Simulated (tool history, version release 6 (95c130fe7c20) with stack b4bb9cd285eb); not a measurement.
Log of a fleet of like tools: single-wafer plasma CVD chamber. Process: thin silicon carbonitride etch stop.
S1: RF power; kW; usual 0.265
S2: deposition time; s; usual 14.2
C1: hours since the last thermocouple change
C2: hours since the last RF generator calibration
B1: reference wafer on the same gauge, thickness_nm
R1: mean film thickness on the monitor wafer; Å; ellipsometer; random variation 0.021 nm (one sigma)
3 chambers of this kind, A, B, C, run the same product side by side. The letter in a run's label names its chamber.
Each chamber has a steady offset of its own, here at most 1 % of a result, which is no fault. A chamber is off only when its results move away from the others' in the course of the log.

run,day,S1,S2,C1,C2,B1,R1
1A,0.429,0.265,14.2,70.9,1388.6,8.1537,88.091
2C,0.958,0.265,14.2,1247.5,656.0,8.1474,87.257
3B,1.429,0.265,14.2,1346.4,327.7,8.1528,87.844
4C,1.842,0.265,14.2,1268.7,677.2,8.1518,87.254
5A,2.154,0.265,14.2,112.3,1430.0,8.1500,87.652
6B,2.642,0.285,14.2,1375.5,356.8,8.1566,90.384
7C,3.150,0.285,14.2,1300.1,708.6,8.1512,89.219
8A,3.708,0.285,14.2,149.6,1467.3,8.1480,90.080
9B,4.267,0.265,14.2,1414.5,395.8,8.1491,87.773
10C,4.542,0.265,14.2,1333.5,742.0,8.1534,87.293
11A,4.829,0.265,14.2,176.5,1494.2,8.1532,88.272
12B,5.192,0.265,14.2,1436.7,418.0,8.1506,87.880
# day 5.412: chamber A: RF generator calibrated
13B,5.679,0.265,14.2,1448.4,429.7,8.1478,88.131
14C,6.029,0.265,14.2,1369.2,777.7,8.1474,87.182
15A,6.425,0.265,14.2,214.8,24.3,8.1511,88.207
16A,6.883,0.265,14.2,225.8,35.3,8.1523,88.029
17B,7.171,0.265,14.2,1484.2,465.5,8.1468,87.343
18C,7.538,0.265,14.2,1405.4,813.9,8.1522,87.497
19C,7.842,0.265,14.2,1412.7,821.2,8.1525,87.420
20A,8.167,0.265,14.2,256.6,66.1,8.1544,88.257
21B,8.675,0.265,14.2,1520.3,501.6,8.1448,87.491
22A,8.962,0.265,14.2,275.7,85.2,8.1483,88.212
23B,9.508,0.265,14.2,1540.3,521.6,8.1505,87.744

All 3 chambers run these settings next. Forecast each chamber's results:
24A,9.925,0.265,14.2,,,,?
24B,9.925,0.265,14.2,,,,?
24C,9.925,0.265,14.2,,,,?

run,R1
24A,88.529
24B,87.857
24C,87.173
